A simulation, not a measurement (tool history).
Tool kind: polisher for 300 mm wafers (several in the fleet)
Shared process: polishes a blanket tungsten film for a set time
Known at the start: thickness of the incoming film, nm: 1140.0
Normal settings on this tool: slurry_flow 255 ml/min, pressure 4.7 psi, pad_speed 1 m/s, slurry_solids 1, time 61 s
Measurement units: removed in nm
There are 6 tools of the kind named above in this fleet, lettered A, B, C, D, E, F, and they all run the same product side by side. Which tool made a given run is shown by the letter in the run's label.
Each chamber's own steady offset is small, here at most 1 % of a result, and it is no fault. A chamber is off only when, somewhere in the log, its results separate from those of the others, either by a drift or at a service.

| run | hour | slurry_flow | pressure | pad_speed | slurry_solids | time | removed |
|---|---|---|---|---|---|---|---|
| 1B | 11.5 | 255 | 4.7 | 1 | 1 | 61 | 427.45 |
| 2F | 22.2 | 255 | 4.7 | 1 | 1 | 61 | 430.97 |
|  | 26 | chamber D: worn pad replaced by a new one |
|  | 29.9 | chamber B: worn pad replaced by a new one |
|  | 30.5 | chamber E: slurry tank refilled with fresh slurry and peroxide |
|  | 31.2 | chamber B: slurry blender recalibrated |
|  | 33.8 | chamber F: slurry tank refilled with fresh slurry and peroxide |
| 3A | 36.8 | 255 | 4.7 | 1 | 1 | 61 | 432.51 |
|  | 42.9 | chamber B: slurry tank refilled with fresh slurry and peroxide |
|  | 46.4 | chamber A: worn pad replaced by a new one |
|  | 48.8 | chamber E: worn pad replaced by a new one |
| 4E | 51.3 | 255 | 4.7 | 1 | 1 | 61 | 433.71 |
| 5D | 61.1 | 255 | 4.7 | 1 | 0.85 | 42 | 288.77 |
|  | 65.6 | chamber F: worn pad replaced by a new one |
|  | 70.1 | chamber C: slurry tank refilled with fresh slurry and peroxide |
|  | 70.7 | chamber D: slurry tank refilled with fresh slurry and peroxide |
|  | 71.4 | chamber E: slurry blender recalibrated |
| 6C | 73.9 | 255 | 4.7 | 1 | 0.85 | 42 | 287.03 |
|  | 81.4 | chamber C: worn pad replaced by a new one |
| 7F | 85.5 | 255 | 4.7 | 1 | 0.85 | 42 | 285.45 |
|  | 91.3 | chamber D: slurry blender recalibrated |
| 8D | 98.7 | 255 | 4.7 | 1 | 0.85 | 42 | 282.66 |
|  | 108.4 | chamber B: worn pad replaced by a new one |
|  | 110.3 | chamber D: worn pad replaced by a new one |
| 9E | 112 | 255 | 4.7 | 1 | 0.85 | 42 | 289.66 |
|  | 118.4 | chamber F: slurry tank refilled with fresh slurry and peroxide |
| 10A | 120 | 255 | 4.7 | 1 | 0.85 | 42 | 281.75 |
|  | 121.4 | chamber C: slurry nozzle cleaned |
|  | 123.7 | chamber A: slurry tank refilled with fresh slurry and peroxide |
| 11C | 132.8 | 255 | 4.7 | 1 | 1 | 61 | 438.69 |
| 12B | 141.1 | 255 | 4.7 | 1 | 1 | 61 | 433.17 |
| 13E | 148.9 | 255 | 4.7 | 1.34 | 1 | 50 | 470.26 |
|  | 149.6 | chamber E: worn pad replaced by a new one |
|  | 149.8 | chamber E: slurry tank refilled with fresh slurry and peroxide |
|  | 152.7 | chamber C: slurry tank refilled with fresh slurry and peroxide |
| 14C | 159.2 | 255 | 4.7 | 1.34 | 1 | 50 | 479.58 |
| 15F | 172.9 | 255 | 4.7 | 1.34 | 1 | 50 | 467.4 |
|  | 175.5 | chamber C: head pressure recalibrated |
|  | 179.5 | chamber F: worn pad replaced by a new one |
|  | 179.8 | chamber C: worn pad replaced by a new one |
| 16B | 181.5 | 255 | 4.7 | 1.34 | 1 | 50 | 474 |
|  | 182.9 | chamber D: slurry tank refilled with fresh slurry and peroxide |
|  | 189.8 | chamber B: slurry tank refilled with fresh slurry and peroxide |
|  | 190.3 | chamber E: slurry blender recalibrated |
| 17D | 193.8 | 255 | 4.7 | 1.34 | 1 | 50 | 475.27 |
|  | 196.5 | chamber A: worn pad replaced by a new one |
|  | 203 | chamber D: worn pad replaced by a new one |
|  | 203.3 | chamber C: slurry blender recalibrated |
|  | 204.6 | chamber B: worn pad replaced by a new one |
| 18A | 205.8 | 255 | 4.7 | 1.34 | 1 | 50 | 471.11 |
|  | 207.9 | chamber B: slurry blender recalibrated |
|  | 208.5 | chamber F: slurry tank refilled with fresh slurry and peroxide |
| 19C | 221 | 255 | 4.7 | 1 | 1 | 61 | 427.63 |
|  | 233 | chamber C: slurry tank refilled with fresh slurry and peroxide |
| 20E | 235 | 255 | 4.7 | 1 | 1 | 61 | 441.55 |
|  | 238.7 | chamber A: slurry blender recalibrated |
| 21F | 246.2 | 255 | 4.7 | 1 | 1 | 61 | 431.02 |
|  | 250.3 | chamber D: slurry blender recalibrated |
|  | 254.2 | chamber E: worn pad replaced by a new one |
| 22A | 256.1 | 255 | 3.3 | 1 | 1 | 61 | 297.72 |
| 23B | 265.1 | 255 | 3.3 | 1 | 1 | 61 | 299.68 |
|  | 268.9 | chamber F: slurry blender recalibrated |
| 24D | 277.2 | 255 | 3.3 | 1 | 1 | 61 | 305.88 |
|  | 278.2 | chamber C: worn pad replaced by a new one |
|  | 279.5 | chamber F: worn pad replaced by a new one |
|  | 286.7 | chamber A: slurry tank refilled with fresh slurry and peroxide |
| 25C | 286.7 | 255 | 3.3 | 1 | 1 | 61 | 304.64 |
|  | 290.1 | chamber D: head pressure recalibrated |
|  | 291 | chamber D: worn pad replaced by a new one |
|  | 292.1 | chamber D: slurry tank refilled with fresh slurry and peroxide |
|  | 292.9 | chamber E: slurry tank refilled with fresh slurry and peroxide |
| 26F | 295.6 | 255 | 3.3 | 1 | 1 | 61 | 302.98 |
|  | 297.6 | chamber B: worn pad replaced by a new one |
| 27D | 310.5 | 255 | 3.3 | 1 | 1 | 61 | 302.38 |
|  | 310.8 | chamber F: slurry tank refilled with fresh slurry and peroxide |
| 28A | 320.6 | 255 | 4.7 | 1 | 1 | 61 | 433.01 |
|  | 323 | chamber C: slurry tank refilled with fresh slurry and peroxide |
| 29E | 328.5 | 255 | 4.7 | 1 | 1 | 61 | 451.32 |
|  | 330.9 | chamber B: slurry tank refilled with fresh slurry and peroxide |
|  | 335.4 | chamber A: worn pad replaced by a new one |
| 30B | 336.7 | 255 | 4.7 | 1 | 1.25 | 61 | 451.84 |
|  | 336.9 | chamber E: slurry blender recalibrated |
|  | 341.2 | chamber B: slurry blender recalibrated |
| 31B | 350.6 | 255 | 4.7 | 1 | 1.25 | 61 | 456.78 |
|  | 352.2 | chamber E: worn pad replaced by a new one |
| 32C | 365.7 | 255 | 4.7 | 1 | 1.25 | 61 | 454.92 |
|  | 375.3 | chamber D: worn pad replaced by a new one |
| 33E | 377.2 | 255 | 4.7 | 1 | 1.25 | 61 | 488.61 |
|  | 380 | chamber C: worn pad replaced by a new one |
|  | 380.1 | chamber F: worn pad replaced by a new one |
| 34F | 384.6 | 255 | 4.7 | 1 | 1.25 | 61 | 455.83 |
| 35A | 392.7 | 255 | 4.7 | 1 | 1.25 | 61 | 459.57 |
|  | 395 | chamber B: worn pad replaced by a new one |
| 36D | 407.2 | 255 | 4.7 | 1 | 1 | 81 | 571.05 |
|  | 407.6 | chamber C: slurry tank refilled with fresh slurry and peroxide |
|  | 413 | chamber D: slurry tank refilled with fresh slurry and peroxide |
| 37D | 418.3 | 255 | 4.7 | 1 | 1 | 81 | 567.14 |
|  | 423.6 | chamber C: slurry nozzle cleaned |
| 38C | 429.9 | 255 | 4.7 | 1 | 1 | 81 | 579.69 |
| 39B | 445 | 255 | 4.7 | 1 | 1 | 81 | 581.92 |

For the next run the whole fleet of 6 chambers uses the same settings. Give each chamber's results:
| 40A | 456 | 255 | 4.7 | 1 | 1 | 61 | ? |
| 40B | 456 | 255 | 4.7 | 1 | 1 | 61 | ? |
| 40C | 456 | 255 | 4.7 | 1 | 1 | 61 | ? |
| 40D | 456 | 255 | 4.7 | 1 | 1 | 61 | ? |
| 40E | 456 | 255 | 4.7 | 1 | 1 | 61 | ? |
| 40F | 456 | 255 | 4.7 | 1 | 1 | 61 | ? |

| run | removed |
|---|---|
| 40A | 433.57 |
| 40B | 432.28 |
| 40C | 437.41 |
| 40D | 433.68 |
| 40E | 473.15 |
| 40F | 431.44 |

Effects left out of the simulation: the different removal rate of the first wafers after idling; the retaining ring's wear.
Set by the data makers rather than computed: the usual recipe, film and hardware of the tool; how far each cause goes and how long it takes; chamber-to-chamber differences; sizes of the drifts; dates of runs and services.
